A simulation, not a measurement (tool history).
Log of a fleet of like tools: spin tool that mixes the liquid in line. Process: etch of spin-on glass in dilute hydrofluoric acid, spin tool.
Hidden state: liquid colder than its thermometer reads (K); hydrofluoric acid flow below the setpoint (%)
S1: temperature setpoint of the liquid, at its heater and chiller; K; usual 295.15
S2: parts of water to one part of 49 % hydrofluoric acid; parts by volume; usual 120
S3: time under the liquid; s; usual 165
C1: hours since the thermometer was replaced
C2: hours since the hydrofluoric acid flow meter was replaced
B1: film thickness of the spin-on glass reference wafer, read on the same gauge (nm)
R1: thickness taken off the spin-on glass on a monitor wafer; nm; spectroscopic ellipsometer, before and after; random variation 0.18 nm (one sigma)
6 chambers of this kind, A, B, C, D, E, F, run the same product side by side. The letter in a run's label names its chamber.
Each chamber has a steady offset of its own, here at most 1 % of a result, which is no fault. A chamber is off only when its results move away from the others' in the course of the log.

{"run": "1A", "hour": 7.5, "S1": 295.15, "S2": 120, "S3": 165, "C1": 252.7, "C2": 227.1, "B1": 100.02, "R1": 45.829}
{"run": "2C", "hour": 19.5, "S1": 295.15, "S2": 120, "S3": 165, "C1": 2045.7, "C2": 395.8, "B1": 100.02, "R1": 45.598}
{"run": "3E", "hour": 26.5, "S1": 295.15, "S2": 120, "S3": 165, "C1": 1667.5, "C2": 1134.4, "B1": 100.02, "R1": 45.63}
{"run": "4F", "hour": 40.9, "S1": 295.15, "S2": 120, "S3": 165, "C1": 72.9, "C2": 570.7, "B1": 99.997, "R1": 46.091}
{"run": "5D", "hour": 54.7, "S1": 295.15, "S2": 120, "S3": 165, "C1": 1025.8, "C2": 95.0, "B1": 99.969, "R1": 45.246}
{"run": "6B", "hour": 67.6, "S1": 295.15, "S2": 120, "S3": 165, "C1": 600.6, "C2": 771.0, "B1": 100.05, "R1": 45.655}
{"run": "7D", "hour": 80.9, "S1": 295.15, "S2": 120, "S3": 165, "C1": 1052.0, "C2": 121.2, "B1": 100.0, "R1": 45.571}
{"run": "8C", "hour": 91.1, "S1": 292.15, "S2": 120, "S3": 165, "C1": 2117.3, "C2": 467.4, "B1": 99.977, "R1": 40.718}
{"run": "9F", "hour": 102.0, "S1": 292.15, "S2": 120, "S3": 165, "C1": 134.0, "C2": 631.8, "B1": 100.05, "R1": 40.318}
{"run": "10A", "hour": 108.9, "S1": 292.15, "S2": 120, "S3": 165, "C1": 354.1, "C2": 328.5, "B1": 100.02, "R1": 40.562}
{"hour": 119.5, "done": "chamber B: thermometer replaced"}
{"run": "11B", "hour": 122.0, "S1": 292.15, "S2": 120, "S3": 165, "C1": 2.5, "C2": 825.4, "B1": 99.982, "R1": 40.585}
{"run": "12E", "hour": 130.1, "S1": 292.15, "S2": 120, "S3": 165, "C1": 1771.1, "C2": 1238.0, "B1": 100.02, "R1": 40.13}
{"run": "13F", "hour": 138.4, "S1": 292.15, "S2": 120, "S3": 165, "C1": 170.4, "C2": 668.2, "B1": 99.987, "R1": 40.35}
{"run": "14C", "hour": 146.6, "S1": 295.15, "S2": 120, "S3": 65, "C1": 2172.8, "C2": 522.9, "B1": 99.984, "R1": 18.165}
{"hour": 149.4, "done": "chamber B: hydrofluoric acid flow meter replaced"}
{"run": "15E", "hour": 158.0, "S1": 295.15, "S2": 120, "S3": 65, "C1": 1799.0, "C2": 1265.9, "B1": 99.986, "R1": 17.907}
{"run": "16B", "hour": 165.7, "S1": 295.15, "S2": 120, "S3": 65, "C1": 46.2, "C2": 16.3, "B1": 100.05, "R1": 17.987}
{"run": "17A", "hour": 177.7, "S1": 295.15, "S2": 120, "S3": 65, "C1": 422.9, "C2": 397.3, "B1": 100.01, "R1": 17.937}
{"hour": 180.5, "done": "chamber C: hydrofluoric acid flow meter replaced"}
{"run": "18D", "hour": 189.7, "S1": 295.15, "S2": 120, "S3": 65, "C1": 1160.8, "C2": 230.0, "B1": 99.986, "R1": 17.976}
{"run": "19C", "hour": 204.0, "S1": 295.15, "S2": 120, "S3": 65, "C1": 2230.2, "C2": 23.6, "B1": 100.01, "R1": 17.992}
{"run": "20F", "hour": 212.0, "S1": 295.15, "S2": 120, "S3": 165, "C1": 244.0, "C2": 741.8, "B1": 99.975, "R1": 45.595}
{"run": "21D", "hour": 225.4, "S1": 295.15, "S2": 120, "S3": 165, "C1": 1196.5, "C2": 265.7, "B1": 99.992, "R1": 45.244}
{"run": "22E", "hour": 232.3, "S1": 295.15, "S2": 120, "S3": 165, "C1": 1873.3, "C2": 1340.2, "B1": 99.997, "R1": 45.528}
{"run": "23B", "hour": 242.3, "S1": 295.15, "S2": 120, "S3": 165, "C1": 122.8, "C2": 92.9, "B1": 100.01, "R1": 45.621}
{"run": "24A", "hour": 248.9, "S1": 295.15, "S2": 120, "S3": 165, "C1": 494.1, "C2": 468.5, "B1": 99.982, "R1": 45.543}
{"run": "25E", "hour": 259.6, "S1": 295.15, "S2": 120, "S3": 165, "C1": 1900.6, "C2": 1367.5, "B1": 100.0, "R1": 45.478}
{"run": "26C", "hour": 269.1, "S1": 297.65, "S2": 150, "S3": 165, "C1": 2295.3, "C2": 88.7, "B1": 99.984, "R1": 39.056}
{"run": "27D", "hour": 276.9, "S1": 297.65, "S2": 150, "S3": 165, "C1": 1248.0, "C2": 317.2, "B1": 100.02, "R1": 38.564}
{"run": "28F", "hour": 290.5, "S1": 297.65, "S2": 150, "S3": 165, "C1": 322.5, "C2": 820.3, "B1": 99.963, "R1": 38.861}
{"run": "29B", "hour": 302.4, "S1": 297.65, "S2": 150, "S3": 165, "C1": 182.9, "C2": 153.0, "B1": 99.978, "R1": 38.962}
{"run": "30A", "hour": 311.2, "S1": 297.65, "S2": 150, "S3": 165, "C1": 556.4, "C2": 530.8, "B1": 99.996, "R1": 38.871}
{"run": "31A", "hour": 320.7, "S1": 297.65, "S2": 150, "S3": 165, "C1": 565.9, "C2": 540.3, "B1": 99.956, "R1": 38.883}
{"run": "32D", "hour": 328.4, "S1": 295.15, "S2": 120, "S3": 165, "C1": 1299.5, "C2": 368.7, "B1": 99.96, "R1": 45.288}
{"run": "33F", "hour": 340.6, "S1": 295.15, "S2": 120, "S3": 165, "C1": 372.6, "C2": 870.4, "B1": 99.98, "R1": 45.913}
{"run": "34E", "hour": 347.8, "S1": 295.15, "S2": 120, "S3": 165, "C1": 1988.8, "C2": 1455.7, "B1": 99.978, "R1": 45.464}
{"run": "35B", "hour": 359.2, "S1": 295.15, "S2": 120, "S3": 165, "C1": 239.7, "C2": 209.8, "B1": 100.02, "R1": 45.842}
{"run": "36C", "hour": 373.4, "S1": 295.15, "S2": 120, "S3": 165, "C1": 2399.6, "C2": 193.0, "B1": 100.07, "R1": 45.977}

Next, every chamber runs the same settings. What will each give?
{"run": "37A", "hour": 383.7, "S1": 295.15, "S2": 120, "S3": 165, "R1": "?"}
{"run": "37B", "hour": 383.7, "S1": 295.15, "S2": 120, "S3": 165, "R1": "?"}
{"run": "37C", "hour": 383.7, "S1": 295.15, "S2": 120, "S3": 165, "R1": "?"}
{"run": "37D", "hour": 383.7, "S1": 295.15, "S2": 120, "S3": 165, "R1": "?"}
{"run": "37E", "hour": 383.7, "S1": 295.15, "S2": 120, "S3": 165, "R1": "?"}
{"run": "37F", "hour": 383.7, "S1": 295.15, "S2": 120, "S3": 165, "R1": "?"}

run=37A R1=45.364
run=37B R1=45.675
run=37C R1=45.841
run=37D R1=45.531
run=37E R1=45.636
run=37F R1=45.661
